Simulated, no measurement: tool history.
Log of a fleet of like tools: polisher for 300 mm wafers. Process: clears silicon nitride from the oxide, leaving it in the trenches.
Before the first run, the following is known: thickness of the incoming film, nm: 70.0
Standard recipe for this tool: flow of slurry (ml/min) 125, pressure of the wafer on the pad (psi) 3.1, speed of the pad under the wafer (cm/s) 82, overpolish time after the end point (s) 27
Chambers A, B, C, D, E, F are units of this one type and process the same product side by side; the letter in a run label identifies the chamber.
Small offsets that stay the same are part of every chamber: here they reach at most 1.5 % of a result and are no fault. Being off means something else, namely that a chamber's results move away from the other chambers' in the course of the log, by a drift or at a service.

run   hour  flow of slurry (ml/min)  pressure of the wafer on the pad (psi)  speed of the pad under the wafer (cm/s)  overpolish time after the end point (s)  time until the end point was called (s)
       7.6  -- chamber B: worn pad replaced by a new one
 1E   11.4                      125                                     3.1                                       82                                       27                                   80.167
 2B   19.1                      125                                     3.1                                       82                                       27                                   79.746
      31.4  -- chamber F: worn pad replaced by a new one
 3D   34.8                      125                                     3.1                                       82                                       27                                   79.243
      35.4  -- chamber D: slurry nozzle cleaned
      42.9  -- chamber A: worn pad replaced by a new one
 4C   46.5                      125                                     3.1                                       82                                       27                                   79.608
      46.7  -- chamber C: head pressure recalibrated
      47.1  -- chamber C: worn pad replaced by a new one
      60.1  -- chamber E: worn pad replaced by a new one
 5F   60.2                      125                                     3.1                                       82                                       27                                   79.979
 6A   76.2                      125                                     3.1                                       82                                       27                                   79.783
      84.4  -- chamber D: worn pad replaced by a new one
 7C   87.3                      125                                     3.1                                       82                                       27                                   80.178
      95.2  -- chamber A: slurry nozzle cleaned
 8E    100                      110                                     3.1                                       96                                       27                                   70.118
 9B  109.8                      110                                     3.1                                       96                                       27                                   70.588
     113.9  -- chamber B: worn pad replaced by a new one
       114  -- chamber F: worn pad replaced by a new one
10A  119.4                      110                                     3.1                                       96                                       27                                   69.735
11D  128.1                      110                                     3.1                                       96                                       27                                   71.367
12F  136.9                      110                                     3.1                                       96                                       27                                   71.013
     141.4  -- chamber C: worn pad replaced by a new one
     141.5  -- chamber E: worn pad replaced by a new one
     142.7  -- chamber B: head pressure recalibrated
13F  146.2                      110                                     3.1                                       96                                       27                                    71.07
     148.9  -- chamber A: worn pad replaced by a new one
14C  158.2                      125                                     3.1                                       82                                       27                                     80.6
15E  169.9                      160                                     3.1                                       82                                       33                                   74.833
     172.5  -- chamber B: slurry nozzle cleaned
     176.2  -- chamber E: head pressure recalibrated
     178.2  -- chamber D: worn pad replaced by a new one
16D  184.7                      160                                     3.1                                       82                                       33                                    77.36
17A  195.9                      160                                     3.1                                       82                                       33                                   76.589
     197.2  -- chamber F: worn pad replaced by a new one
18B    207                      160                                     3.1                                       82                                       33                                   68.356
     209.8  -- chamber B: worn pad replaced by a new one
19F  222.4                      160                                     3.1                                       82                                       33                                    76.09
20A  230.2                      160                                     3.1                                       82                                       33                                   74.793
     233.3  -- chamber E: worn pad replaced by a new one
     238.6  -- chamber E: slurry nozzle cleaned
21C  240.2                      125                                     3.1                                       82                                       27                                   79.639
       242  -- chamber C: worn pad replaced by a new one
     243.6  -- chamber A: worn pad replaced by a new one
22D  254.1                      125                                     3.1                                       82                                       27                                   79.493
23B  270.2                      125                                     3.1                                       82                                       27                                   72.553
     273.5  -- chamber D: worn pad replaced by a new one
24E  285.5                      125                                     3.1                                       82                                       27                                   80.755
25B    293                      125                                     3.1                                       82                                       27                                   72.354
26C  303.5                      125                                     2.7                                       82                                       27                                   91.333
     303.8  -- chamber F: worn pad replaced by a new one
     311.7  -- chamber B: worn pad replaced by a new one
27D    315                      125                                     2.7                                       82                                       27                                   92.862
28F  324.6                      125                                     2.7                                       82                                       27                                     91.2
     335.6  -- chamber E: worn pad replaced by a new one
29E  339.4                      125                                     2.7                                       82                                       27                                   92.326
     343.7  -- chamber C: worn pad replaced by a new one
     346.1  -- chamber A: worn pad replaced by a new one
30A  348.5                      125                                     2.7                                       82                                       27                                   91.817
     350.3  -- chamber D: slurry nozzle cleaned
     355.6  -- chamber D: worn pad replaced by a new one
31F  362.3                      125                                     2.7                                       82                                       27                                    91.46
32B    378                      125                                     3.1                                       82                                       27                                   72.206
33C  385.7                      125                                     3.1                                       82                                       27                                   78.838
34E  400.5                      145                                     3.1                                       82                                       27                                   79.024
35A  416.7                      145                                     3.1                                       82                                       27                                   77.046
     419.5  -- chamber D: head pressure recalibrated
36D  428.6                      145                                     3.1                                       82                                       27                                   78.969
     429.7  -- chamber C: worn pad replaced by a new one
     433.1  -- chamber C: head pressure recalibrated
     442.4  -- chamber A: worn pad replaced by a new one
37A  442.9                      145                                     3.1                                       82                                       27                                   77.536
     447.6  -- chamber D: worn pad replaced by a new one
38D  457.4                      145                                     3.1                                       82                                       27                                   79.681
39C  466.3                      145                                     3.1                                       82                                       27                                   78.459

Is one chamber off against the others, does the gauge drift, or is nothing wrong? If a chamber is off, say which, and what the likeliest cause is.

After it was serviced, chamber B no longer matches the other chambers.
Most likely cause: head's pressure above its setpoint, % = 11.8.

Chamber B could run next with any of the 4 candidate recipes listed below; each alters the usual settings, and their results appear as question marks. Which one brings its results back in line with what the other chambers deliver on the usual settings?
In line means no further than this from the other chambers' mean on the usual settings: time until the end point was called (s) 2.3
40B-1  477.9                      130                                     3.4                                       82                                       27                                        ?
40B-2  477.9                      125                                     3.4                                       90                                       27                                        ?
40B-3  477.9                      125                                     3.1                                       74                                       27                                        ?
40B-4  477.9                      125                                     2.8                                       76                                       27                                        ?

Usual-settings mean across the other chambers: time until the end point was called (s) 80.203
  run  time until the end point was called (s)
40B-1                                   65.308
40B-2                                   59.929
40B-3                                   80.023
40B-4                                    86.21
40B-3 brings the chamber back in line.
